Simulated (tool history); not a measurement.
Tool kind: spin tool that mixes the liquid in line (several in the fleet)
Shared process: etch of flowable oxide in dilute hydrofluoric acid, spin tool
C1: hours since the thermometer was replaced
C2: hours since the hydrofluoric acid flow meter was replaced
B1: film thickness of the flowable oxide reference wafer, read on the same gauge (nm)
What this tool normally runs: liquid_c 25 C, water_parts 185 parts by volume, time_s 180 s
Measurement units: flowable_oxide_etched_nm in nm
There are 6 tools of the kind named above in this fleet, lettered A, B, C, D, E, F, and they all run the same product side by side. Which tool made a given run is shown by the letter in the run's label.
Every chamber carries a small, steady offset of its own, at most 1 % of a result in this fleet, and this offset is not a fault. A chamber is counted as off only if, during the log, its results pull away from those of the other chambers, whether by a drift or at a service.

{"run": "1D", "day": 0.321, "liquid_c": 25, "water_parts": 185, "time_s": 180, "C1": 229.8, "C2": 434.1, "B1": 30.008, "flowable_oxide_etched_nm": 22.863}
{"run": "2F", "day": 0.862, "liquid_c": 25, "water_parts": 185, "time_s": 180, "C1": 650, "C2": 1034.9, "B1": 30.025, "flowable_oxide_etched_nm": 23.009}
{"run": "3C", "day": 1.196, "liquid_c": 25, "water_parts": 185, "time_s": 180, "C1": 1173.5, "C2": 528.8, "B1": 29.981, "flowable_oxide_etched_nm": 22.58}
{"run": "4E", "day": 1.746, "liquid_c": 25, "water_parts": 185, "time_s": 180, "C1": 275.1, "C2": 609.7, "B1": 29.985, "flowable_oxide_etched_nm": 22.742}
{"run": "5A", "day": 2.379, "liquid_c": 25, "water_parts": 185, "time_s": 180, "C1": 385.4, "C2": 339.9, "B1": 30.034, "flowable_oxide_etched_nm": 22.897}
{"run": "6B", "day": 2.754, "liquid_c": 25, "water_parts": 185, "time_s": 180, "C1": 400.3, "C2": 279.1, "B1": 30.004, "flowable_oxide_etched_nm": 23.133}
{"run": "7F", "day": 3.371, "liquid_c": 25, "water_parts": 95, "time_s": 180, "C1": 710.2, "C2": 1095.1, "B1": 30.046, "flowable_oxide_etched_nm": 49.06}
{"run": "8A", "day": 3.979, "liquid_c": 25, "water_parts": 95, "time_s": 180, "C1": 423.8, "C2": 378.3, "B1": 30.013, "flowable_oxide_etched_nm": 50.518}
{"run": "9B", "day": 4.525, "liquid_c": 25, "water_parts": 95, "time_s": 180, "C1": 442.8, "C2": 321.6, "B1": 29.962, "flowable_oxide_etched_nm": 49.777}
{"run": "10C", "day": 4.838, "liquid_c": 25, "water_parts": 95, "time_s": 180, "C1": 1260.9, "C2": 616.2, "B1": 29.978, "flowable_oxide_etched_nm": 49.913}
{"day": 5.225, "done": "chamber F: hydrofluoric acid flow meter replaced"}
{"run": "11D", "day": 5.475, "liquid_c": 25, "water_parts": 95, "time_s": 180, "C1": 353.5, "C2": 557.8, "B1": 30.048, "flowable_oxide_etched_nm": 48.852}
{"run": "12E", "day": 5.875, "liquid_c": 25, "water_parts": 95, "time_s": 180, "C1": 374.2, "C2": 708.8, "B1": 30.003, "flowable_oxide_etched_nm": 49.364}
{"day": 6.438, "done": "chamber E: hydrofluoric acid flow meter replaced"}
{"run": "13C", "day": 6.475, "liquid_c": 25, "water_parts": 185, "time_s": 180, "C1": 1300.2, "C2": 655.5, "B1": 30.057, "flowable_oxide_etched_nm": 22.432}
{"run": "14B", "day": 6.846, "liquid_c": 25, "water_parts": 235, "time_s": 180, "C1": 498.5, "C2": 377.3, "B1": 29.977, "flowable_oxide_etched_nm": 17.106}
{"day": 7.088, "done": "chamber C: thermometer replaced"}
{"run": "15F", "day": 7.396, "liquid_c": 25, "water_parts": 235, "time_s": 180, "C1": 806.8, "C2": 52.2, "B1": 29.957, "flowable_oxide_etched_nm": 17.327}
{"run": "16E", "day": 7.817, "liquid_c": 25, "water_parts": 235, "time_s": 180, "C1": 420.8, "C2": 33.2, "B1": 29.977, "flowable_oxide_etched_nm": 17.336}
{"run": "17D", "day": 8.275, "liquid_c": 25, "water_parts": 235, "time_s": 180, "C1": 420.7, "C2": 625, "B1": 30.049, "flowable_oxide_etched_nm": 16.071}
{"run": "18A", "day": 8.775, "liquid_c": 25, "water_parts": 235, "time_s": 180, "C1": 538.9, "C2": 493.4, "B1": 30.021, "flowable_oxide_etched_nm": 16.887}
{"run": "19F", "day": 9.375, "liquid_c": 25, "water_parts": 235, "time_s": 180, "C1": 854.3, "C2": 99.7, "B1": 29.999, "flowable_oxide_etched_nm": 17.35}
{"day": 9.667, "done": "chamber D: thermometer replaced"}
{"run": "20B", "day": 9.854, "liquid_c": 25, "water_parts": 185, "time_s": 180, "C1": 570.7, "C2": 449.5, "B1": 30.002, "flowable_oxide_etched_nm": 22.835}
{"run": "21E", "day": 10.154, "liquid_c": 25, "water_parts": 185, "time_s": 180, "C1": 476.9, "C2": 89.3, "B1": 30, "flowable_oxide_etched_nm": 22.872}
{"day": 10.412, "done": "chamber F: thermometer replaced"}
{"run": "22A", "day": 10.55, "liquid_c": 25, "water_parts": 185, "time_s": 180, "C1": 581.5, "C2": 536, "B1": 30.013, "flowable_oxide_etched_nm": 22.819}
{"run": "23C", "day": 11.129, "liquid_c": 25, "water_parts": 185, "time_s": 180, "C1": 97.1, "C2": 767.2, "B1": 30.005, "flowable_oxide_etched_nm": 22.48}
{"run": "24D", "day": 11.788, "liquid_c": 25, "water_parts": 185, "time_s": 180, "C1": 50.9, "C2": 709.3, "B1": 29.998, "flowable_oxide_etched_nm": 21.333}
{"run": "25E", "day": 12.188, "liquid_c": 25, "water_parts": 185, "time_s": 180, "C1": 525.7, "C2": 138.1, "B1": 29.992, "flowable_oxide_etched_nm": 22.882}
{"run": "26A", "day": 12.533, "liquid_c": 25, "water_parts": 185, "time_s": 180, "C1": 629.1, "C2": 583.6, "B1": 29.993, "flowable_oxide_etched_nm": 22.675}
{"run": "27D", "day": 12.958, "liquid_c": 25, "water_parts": 185, "time_s": 180, "C1": 79, "C2": 737.4, "B1": 29.999, "flowable_oxide_etched_nm": 20.935}
{"run": "28F", "day": 13.354, "liquid_c": 25, "water_parts": 185, "time_s": 180, "C1": 70.6, "C2": 195.2, "B1": 30.019, "flowable_oxide_etched_nm": 23.065}
{"run": "29C", "day": 13.796, "liquid_c": 25, "water_parts": 185, "time_s": 180, "C1": 161.1, "C2": 831.2, "B1": 29.995, "flowable_oxide_etched_nm": 23.005}
{"run": "30B", "day": 14.354, "liquid_c": 25, "water_parts": 185, "time_s": 180, "C1": 678.7, "C2": 557.5, "B1": 30.025, "flowable_oxide_etched_nm": 22.953}
{"day": 14.454, "done": "chamber A: hydrofluoric acid flow meter replaced"}
{"run": "31E", "day": 15.008, "liquid_c": 25, "water_parts": 185, "time_s": 180, "C1": 593.4, "C2": 205.8, "B1": 29.962, "flowable_oxide_etched_nm": 23.15}
{"run": "32F", "day": 15.583, "liquid_c": 25, "water_parts": 185, "time_s": 180, "C1": 124.1, "C2": 248.7, "B1": 30.002, "flowable_oxide_etched_nm": 23.244}
{"run": "33D", "day": 16.233, "liquid_c": 25, "water_parts": 185, "time_s": 180, "C1": 157.6, "C2": 816, "B1": 29.961, "flowable_oxide_etched_nm": 20.407}
{"run": "34C", "day": 16.742, "liquid_c": 25, "water_parts": 185, "time_s": 180, "C1": 231.8, "C2": 901.9, "B1": 30.005, "flowable_oxide_etched_nm": 23.093}
{"day": 16.746, "done": "chamber A: thermometer replaced"}
{"run": "35B", "day": 17.192, "liquid_c": 25, "water_parts": 185, "time_s": 180, "C1": 746.8, "C2": 625.6, "B1": 29.98, "flowable_oxide_etched_nm": 22.827}
{"run": "36A", "day": 17.608, "liquid_c": 25, "water_parts": 185, "time_s": 115, "C1": 20.8, "C2": 75.8, "B1": 30.047, "flowable_oxide_etched_nm": 14.62}

Read the log: is a single chamber off, either drifting away or since a service, is the gauge that measures every chamber drifting, or is nothing wrong beyond small per-chamber offsets? Name any odd chamber and what most likely caused it.

Chamber D drifts away from the others.
Most likely cause: hydrofluoric acid flow below the setpoint (%) = 9.78.

Chamber D could run next with any of the 4 candidate recipes listed below; each alters the usual settings, and their results appear as question marks. Which one brings its results back in line with what the other chambers deliver on the usual settings?
Maximum distance from the other chambers' mean on the usual settings for a result to count as in line: flowable_oxide_etched_nm 0.69 nm
{"run": "37D-1", "day": 18.1, "liquid_c": 25.5, "water_parts": 185, "time_s": 220, "flowable_oxide_etched_nm": "?"}
{"run": "37D-2", "day": 18.1, "liquid_c": 25, "water_parts": 175, "time_s": 190, "flowable_oxide_etched_nm": "?"}
{"run": "37D-3", "day": 18.1, "liquid_c": 25, "water_parts": 195, "time_s": 170, "flowable_oxide_etched_nm": "?"}
{"run": "37D-4", "day": 18.1, "liquid_c": 24.5, "water_parts": 200, "time_s": 160, "flowable_oxide_etched_nm": "?"}

Mean of the other chambers on the usual settings: flowable_oxide_etched_nm 22.919 nm
run=37D-1 flowable_oxide_etched_nm=25.109
run=37D-2 flowable_oxide_etched_nm=22.776
run=37D-3 flowable_oxide_etched_nm=17.855
run=37D-4 flowable_oxide_etched_nm=15.99
The right change is 37D-2: it brings the chamber back within the allowed miss of the others.

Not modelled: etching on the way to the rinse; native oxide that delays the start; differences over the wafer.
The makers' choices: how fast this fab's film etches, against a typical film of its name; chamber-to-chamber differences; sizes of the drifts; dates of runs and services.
